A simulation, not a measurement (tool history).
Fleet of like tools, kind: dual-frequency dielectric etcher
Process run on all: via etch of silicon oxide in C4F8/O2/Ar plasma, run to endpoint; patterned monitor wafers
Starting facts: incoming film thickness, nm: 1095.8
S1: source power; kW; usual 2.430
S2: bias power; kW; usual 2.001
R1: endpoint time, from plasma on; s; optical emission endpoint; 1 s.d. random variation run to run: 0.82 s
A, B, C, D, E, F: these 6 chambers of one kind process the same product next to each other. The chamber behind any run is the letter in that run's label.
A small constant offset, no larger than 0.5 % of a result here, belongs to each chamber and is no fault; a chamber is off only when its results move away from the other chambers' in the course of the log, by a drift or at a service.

run,hour,S1,S2,R1
1A,6.5,2.430,2.001,199.79
2E,10.1,2.430,2.001,199.36
3B,15.5,2.430,2.001,201.00
4F,21.9,2.430,2.001,199.07
5C,28.2,2.430,2.001,200.34
6D,33.7,2.430,2.001,198.78
7B,39.1,2.430,2.001,201.02
8A,43.6,2.430,2.001,201.48
9C,50.0,2.930,2.001,186.40
10F,55.0,2.930,2.001,182.87
# hour 55.5: chamber C: bias power generator calibrated
11E,61.1,2.930,2.001,185.53
12D,68.1,2.930,2.001,185.71
13E,72.2,2.930,2.001,185.91
# hour 75.5: chamber E: bias power generator calibrated
14A,77.1,2.930,2.001,185.64
# hour 80.7: chamber D: source power generator calibrated
15C,84.2,2.430,2.001,201.65
16D,89.7,2.430,2.001,198.09
17B,94.8,2.430,2.001,200.26
18F,100.6,2.430,2.001,196.76
19E,107.3,2.430,2.001,200.39
20B,114.5,2.430,2.001,200.77
21F,121.3,2.430,2.001,196.98
22A,124.9,2.430,2.001,200.33
23D,131.0,2.430,2.001,200.11
24C,136.1,2.810,1.668,199.11
# hour 139.1: chamber E: wet clean of the chamber
25A,141.9,2.810,1.668,199.51
26B,145.4,2.810,1.668,197.68
27F,151.4,2.810,1.668,193.53
28D,158.7,2.810,1.668,197.48
# hour 162.6: chamber B: wet clean of the chamber
29C,162.9,2.810,1.668,199.32
30E,168.2,2.430,2.001,199.81
31C,174.4,2.430,2.001,200.47
32F,179.6,2.430,2.001,195.30
33A,185.4,2.800,2.001,189.92
34B,190.1,2.800,2.001,189.06
35E,193.5,2.800,2.001,188.84
36D,197.5,2.800,2.001,189.57

One chamber off, gauge drift, or nothing amiss beyond the chambers' own small offsets? If it is a chamber, which one, and what is the likeliest cause?

Chamber F drifts away from the others.
Cause: etch rate over this chamber's usual, % = 2.22.
From this log alone, it may not be told apart from: source power that arrives over what is set, %.

Chamber F could run next with any of the 4 candidate recipes listed below; each alters the usual settings, and their results appear as question marks. Which one brings its results back in line with what the other chambers deliver on the usual settings?
Allowed miss from the other chambers' usual-settings mean, per result, to count as in line: R1 2.90 s
37F-1,202.8,2.640,2.125,?
37F-2,202.8,2.430,1.814,?
37F-3,202.8,2.110,2.001,?
37F-4,202.8,2.540,2.063,?

Mean of the other chambers on the usual settings: R1 199.81 s
run,R1
37F-1,184.96
37F-2,199.79
37F-3,205.57
37F-4,189.39
It is 37F-2 that realigns the chamber with its peers.
